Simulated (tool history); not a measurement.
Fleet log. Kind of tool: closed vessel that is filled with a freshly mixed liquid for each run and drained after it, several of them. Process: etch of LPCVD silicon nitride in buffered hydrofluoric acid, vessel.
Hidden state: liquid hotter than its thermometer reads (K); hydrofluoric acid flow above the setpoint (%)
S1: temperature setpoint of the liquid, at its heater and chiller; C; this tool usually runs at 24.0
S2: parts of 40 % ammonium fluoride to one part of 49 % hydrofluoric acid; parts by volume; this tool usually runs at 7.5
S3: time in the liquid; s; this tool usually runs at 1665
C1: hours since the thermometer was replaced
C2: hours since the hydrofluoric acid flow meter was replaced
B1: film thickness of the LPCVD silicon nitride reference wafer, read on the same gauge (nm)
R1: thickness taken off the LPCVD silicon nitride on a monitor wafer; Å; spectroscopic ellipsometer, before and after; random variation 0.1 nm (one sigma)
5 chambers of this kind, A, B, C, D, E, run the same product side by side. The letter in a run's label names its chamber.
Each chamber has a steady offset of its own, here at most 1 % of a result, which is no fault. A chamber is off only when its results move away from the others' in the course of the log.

run   hour    S1   S2    S3      C1      C2      B1      R1
       3.0  -- chamber B: thermometer replaced
 1C    8.9  24.0  7.5  1665   656.3   170.6  109.97  316.76
 2D   16.0  24.0  7.5  1665  1022.6   148.7  110.00  316.70
 3E   29.3  24.0  7.5  1665   192.7  1904.5  110.01  315.43
 4B   38.8  24.0  7.5  1665    35.8   463.3  109.99  316.37
 5A   49.3  24.0  7.5  1665  1817.5    92.6  110.04  314.64
 6B   55.8  24.0  7.5  1665    52.8   480.3  109.99  315.39
 7D   67.9  24.0  7.5  1665  1074.5   200.6  110.01  318.52
 8C   78.7  21.0  7.5  2150   726.1   240.4  110.03  350.28
 9A   88.9  21.0  7.5  2150  1857.1   132.2  109.98  346.21
      98.0  -- chamber D: thermometer replaced
10E   99.0  21.0  7.5  2150   262.4  1974.2  110.03  347.36
11E  108.1  21.0  7.5  2150   271.5  1983.3  109.98  347.80
12A  116.1  21.0  7.5  2150  1884.3   159.4  109.99  343.68
13D  126.5  24.0  7.5  1665    28.6   259.2  110.01  318.62
14B  133.3  24.0  7.5  1665   130.3   557.8  110.00  315.08
15C  140.4  24.0  7.5  1665   787.8   302.1  110.02  317.29
16C  149.5  24.0  7.5  1665   796.9   311.2  110.00  320.33
17A  160.2  24.0  7.5  1665  1928.4   203.5  109.98  315.13
     165.4  -- chamber E: hydrofluoric acid flow meter replaced
18D  168.8  24.0  7.5  1080    70.9   301.5  109.98  205.76
19E  179.1  24.0  7.5  1080   342.5    13.7  110.01  204.63
20B  191.9  24.0  7.5  1080   188.9   616.4  110.00  205.13
21C  199.0  24.0  7.5  1080   846.4   360.7  110.00  208.68
22D  213.6  24.0  7.5  1080   115.7   346.3  110.00  205.68
23E  228.0  24.0  7.5  1665   391.4    62.6  109.99  315.97
24B  235.8  27.5  7.5  1665   232.8   660.3  109.97  382.16
25A  246.3  27.5  7.5  1665  2014.5   289.6  110.00  382.37
26E  258.0  27.5  7.5  1665   421.4    92.6  109.99  381.63
27D  267.1  27.5  7.5  1665   169.2   399.8  110.01  380.82
28A  278.8  27.5  7.5  1665  2047.0   322.1  110.01  381.07
29C  287.9  24.0  6.5  1665   935.3   449.6  110.00  372.57
30B  299.2  24.0  6.5  1665   296.2   723.7  110.00  361.30
31E  309.5  24.0  6.5  1665   472.9   144.1  110.04  362.06
32D  323.0  24.0  6.5  1665   225.1   455.7  110.01  364.93
33C  329.9  24.0  6.5  1665   977.3   491.6  109.98  376.89
34A  342.9  24.0  7.5  1665  2111.1   386.2  110.03  316.34
35B  353.6  24.0  7.5  1665   350.6   778.1  110.03  315.93
36E  361.6  24.0  7.5  1665   525.0   196.2  110.00  316.65
37A  368.3  24.0  7.5  1665  2136.5   411.6  110.00  316.48
38D  375.5  25.5  7.5  2550   277.6   508.2  110.01  524.57
39B  382.1  25.5  7.5  2550   379.1   806.6  110.01  526.14
40C  394.7  25.5  7.5  2550  1042.1   556.4  110.03  547.59
41B  406.4  25.5  7.5  2550   403.4   830.9  110.01  524.63
42E  420.9  25.5  7.5  2550   584.3   255.5  109.99  523.82
43A  433.0  24.0  7.5  1665  2201.2   476.3  109.99  315.62
44C  439.6  24.0  7.5  1665  1087.0   601.3  110.00  332.68

Which is it: a chamber that has drifted or been left off by a service, a gauge drift common to all chambers, or only each chamber's usual small offset? If a chamber is off, name it and its likeliest cause.

Chamber C drifts away from the others.
Cause: liquid hotter than its thermometer reads (K) = 0.826.
Not necessarily distinguishable in this log from: hydrofluoric acid flow above the setpoint (%).

Below are 4 candidate recipes for chamber C's next run, each the usual settings with a change, their results shown as question marks. Which of them brings C's results back in line with what the other chambers give on the usual settings?
To be in line, a result may differ from the other chambers' mean on the usual settings by at most: R1 3.50 Å
45C-1  450.1  24.0  7.5  1690               ?
45C-2  450.1  24.0  7.5  1640               ?
45C-3  450.1  25.0  7.5  1665               ?
45C-4  450.1  24.0  7.5  1585               ?

Average result of the remaining chambers running the usual settings: R1 316.34 Å
  run      R1
45C-1  337.40
45C-2  327.42
45C-3  350.47
45C-4  316.44
45C-4 brings the chamber back in line.
